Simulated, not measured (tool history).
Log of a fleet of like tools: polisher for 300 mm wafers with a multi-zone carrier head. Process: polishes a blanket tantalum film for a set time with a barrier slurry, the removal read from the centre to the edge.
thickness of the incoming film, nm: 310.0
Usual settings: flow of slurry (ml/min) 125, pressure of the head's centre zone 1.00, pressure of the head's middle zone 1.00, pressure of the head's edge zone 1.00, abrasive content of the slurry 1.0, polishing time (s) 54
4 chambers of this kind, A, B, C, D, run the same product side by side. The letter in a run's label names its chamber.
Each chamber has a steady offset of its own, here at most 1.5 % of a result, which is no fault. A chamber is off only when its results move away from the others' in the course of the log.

run,hour,flow of slurry (ml/min),pressure of the head's centre zone,pressure of the head's middle zone,pressure of the head's edge zone,abrasive content of the slurry,polishing time (s),film removed at the wafer's centre (angstrom),film removed at mid-radius (angstrom),film removed at the wafer's edge (angstrom)
# hour 7.5: chamber D: worn pad replaced by a new one
1A,8.0,125,1.00,1.00,1.00,1.0,54,1037.40,1017.40,1033.6
# hour 12.3: chamber C: worn pad replaced by a new one
2D,12.8,125,1.00,1.00,1.00,1.0,54,1038.20,1023.10,1030.9
# hour 13.9: chamber B: worn pad replaced by a new one
3C,20.0,125,1.00,1.00,1.00,1.0,54,1031.00,996.79,1017.1
4B,28.5,125,1.00,1.00,1.00,1.0,54,1011.30,1002.80,1005.6
# hour 31.9: chamber A: worn pad replaced by a new one
5A,35.4,125,1.00,1.00,1.00,1.0,54,1047.40,1062.60,1032.3
6D,43.5,125,1.00,1.00,1.00,1.0,54,1017.60,1037.80,1035.0
7C,51.4,125,1.00,1.00,1.00,1.0,54,1052.20,1027.50,1027.4
8B,56.3,125,1.00,1.00,1.00,1.0,54,1029.80,1030.80,1009.1
9C,64.4,125,1.00,1.00,1.00,1.0,54,1020.50,1020.40,1011.3
10D,71.7,125,1.00,1.00,1.00,1.0,54,1030.70,1001.90,1023.0
11B,78.1,125,1.00,1.00,1.00,1.2,54,1080.40,1067.40,1083.0
# hour 81.8: chamber B: worn pad replaced by a new one
12A,82.9,125,1.00,1.00,1.00,1.2,54,1092.00,1062.70,1069.8
# hour 86.3: chamber D: worn pad replaced by a new one
13A,87.5,125,1.00,1.00,1.00,1.2,54,1098.80,1088.50,1083.2
14D,95.2,125,1.00,1.00,1.00,1.2,54,1088.40,1059.30,1084.7
15C,104.0,125,1.00,1.00,1.00,1.0,54,1007.90,1015.10,1016.2
16B,112.2,125,1.00,1.00,1.00,1.0,54,1011.30,990.31,1027.3
17D,120.2,125,1.00,1.00,1.00,1.0,54,1019.50,1049.80,1035.4
18A,126.2,165,1.00,0.96,1.00,1.0,54,1097.30,1025.30,1075.9
19B,130.6,165,1.00,0.96,1.00,1.0,54,1086.40,1026.20,1055.5
20C,134.7,165,1.00,0.96,1.00,1.0,54,1067.90,1050.00,1057.6
21D,143.5,165,1.00,0.96,1.00,1.0,54,1102.60,1040.00,1086.9
22B,151.1,125,1.00,1.00,1.00,1.0,54,1017.80,1011.80,1018.6
# hour 153.1: chamber C: worn pad replaced by a new one
# hour 153.3: chamber B: worn pad replaced by a new one
23C,158.5,125,0.96,1.00,1.00,1.0,67,1188.20,1278.90,1267.0
24A,164.4,125,0.96,1.00,1.00,1.0,67,1250.40,1265.30,1279.5
25A,168.4,125,0.96,1.00,1.00,1.0,67,1218.30,1271.20,1270.2
26C,175.9,125,0.96,1.00,1.00,1.0,67,1177.60,1291.30,1257.4
# hour 177.8: chamber D: slurry nozzle cleaned
# hour 182.9: chamber A: worn pad replaced by a new one
27D,183.4,125,0.94,1.00,1.00,1.0,54,971.29,989.61,1031.1
# hour 189.6: chamber D: worn pad replaced by a new one
28B,191.6,125,0.94,1.00,1.00,1.0,54,968.00,1010.50,1034.3
# hour 199.1: chamber B: slurry nozzle cleaned
29A,200.3,125,0.94,1.00,1.00,1.0,54,993.61,1043.40,1028.0
30B,205.4,125,0.94,1.00,1.00,1.0,54,957.45,1005.80,1030.2
31D,209.3,125,1.00,1.00,1.00,1.0,54,1036.60,1019.50,1036.1
32C,215.5,125,1.00,1.00,1.00,1.0,54,987.65,1057.10,1019.1
33C,222.8,125,1.00,1.00,0.92,1.0,63,1148.10,1214.90,1138.3

Next, every chamber runs the same settings. What will each give?
34A,229.2,125,1.00,1.00,1.00,1.0,66,?,?,?
34B,229.2,125,1.00,1.00,1.00,1.0,66,?,?,?
34C,229.2,125,1.00,1.00,1.00,1.0,66,?,?,?
34D,229.2,125,1.00,1.00,1.00,1.0,66,?,?,?

run,film removed at the wafer's centre (angstrom),film removed at mid-radius (angstrom),film removed at the wafer's edge (angstrom)
34A,1254.10,1238.00,1268.1
34B,1235.80,1254.60,1244.4
34C,1195.80,1248.00,1242.4
34D,1242.90,1245.00,1267.9

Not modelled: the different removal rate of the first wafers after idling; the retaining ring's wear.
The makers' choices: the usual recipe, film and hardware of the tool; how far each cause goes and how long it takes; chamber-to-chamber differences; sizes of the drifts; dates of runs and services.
